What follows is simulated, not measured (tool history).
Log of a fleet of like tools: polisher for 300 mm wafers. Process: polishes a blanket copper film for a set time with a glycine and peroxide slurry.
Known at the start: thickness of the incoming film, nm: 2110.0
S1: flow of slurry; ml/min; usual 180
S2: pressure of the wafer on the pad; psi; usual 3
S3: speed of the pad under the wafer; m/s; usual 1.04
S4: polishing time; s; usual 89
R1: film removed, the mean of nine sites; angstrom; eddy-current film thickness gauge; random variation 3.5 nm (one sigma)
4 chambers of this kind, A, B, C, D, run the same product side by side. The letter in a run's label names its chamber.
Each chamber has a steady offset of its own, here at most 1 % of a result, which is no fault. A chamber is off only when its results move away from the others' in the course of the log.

run	hour	S1	S2	S3	S4	R1
1B	3.5	180	3	1.04	89	5643.5
2A	8.3	180	3	1.04	89	5581.1
3C	11.9	180	3	1.04	89	5589.7
# hour 14.1: chamber D: slurry nozzle cleaned
# hour 15.1: chamber C: worn pad replaced by a new one
4D	16.3	180	3	1.04	89	5540.3
5D	19.9	180	3	1.04	89	5604.8
6A	23.3	180	3	1.04	89	5555.8
# hour 25.4: chamber A: worn pad replaced by a new one
7B	27.8	180	3	1.04	89	5587.4
8C	31.6	180	3	1.04	89	5600.7
9B	35.5	180	3	1.04	89	5573.2
10D	40.9	180	3	1.04	89	5581.7
11C	46.3	180	3	1.04	89	5693.6
12A	50.8	180	3	1.04	89	5572.3
# hour 52.5: chamber C: slurry nozzle cleaned
13A	53.8	180	3	1.04	89	5555.1
14D	59.5	180	3	1.04	89	5507.5
# hour 61.5: chamber D: worn pad replaced by a new one
15B	64.2	180	3	1.04	89	5589.2
16C	67.1	180	3	1.04	89	5703.3
17D	71.8	180	3	1.04	112	7023.1
18C	74.3	180	3	1.04	112	7236.1
19A	78.2	180	3	1.04	112	7053.9
20B	82.8	180	3	1.04	112	7141.3
21C	85.8	180	3	1.04	89	5810.5
22D	90.1	180	3	1.04	89	5557.7
23A	94.5	180	3	1.04	89	5682.9
24B	97.8	180	3	1.04	89	5663.8
25B	102	180	3	1.04	89	5586.9

What goes on in this fleet: one chamber off, a drifting gauge, or nothing beyond the chambers' own small offsets? Name the chamber and the cause, if any.

Chamber C drifts away from the others.
Cause: head's pressure above its setpoint, % = 5.04.

Here are 4 candidates for chamber C's next run, each the usual settings with a change, their results left as question marks. Which one brings its results back in line with what the others give on the usual settings?
In line means no further than this from the other chambers' mean on the usual settings: R1 120 angstrom
26C-1	106.1	180	2.9	1.04	84	?
26C-2	106.1	180	3	1.08	93	?
26C-3	106.1	180	3	1.08	89	?
26C-4	106.1	180	3	1.04	85	?

The other chambers' mean on the usual settings: R1 5587 angstrom
run	R1
26C-1	5359.5
26C-2	6304.7
26C-3	6033.6
26C-4	5578.4
26C-4 brings the chamber back in line.
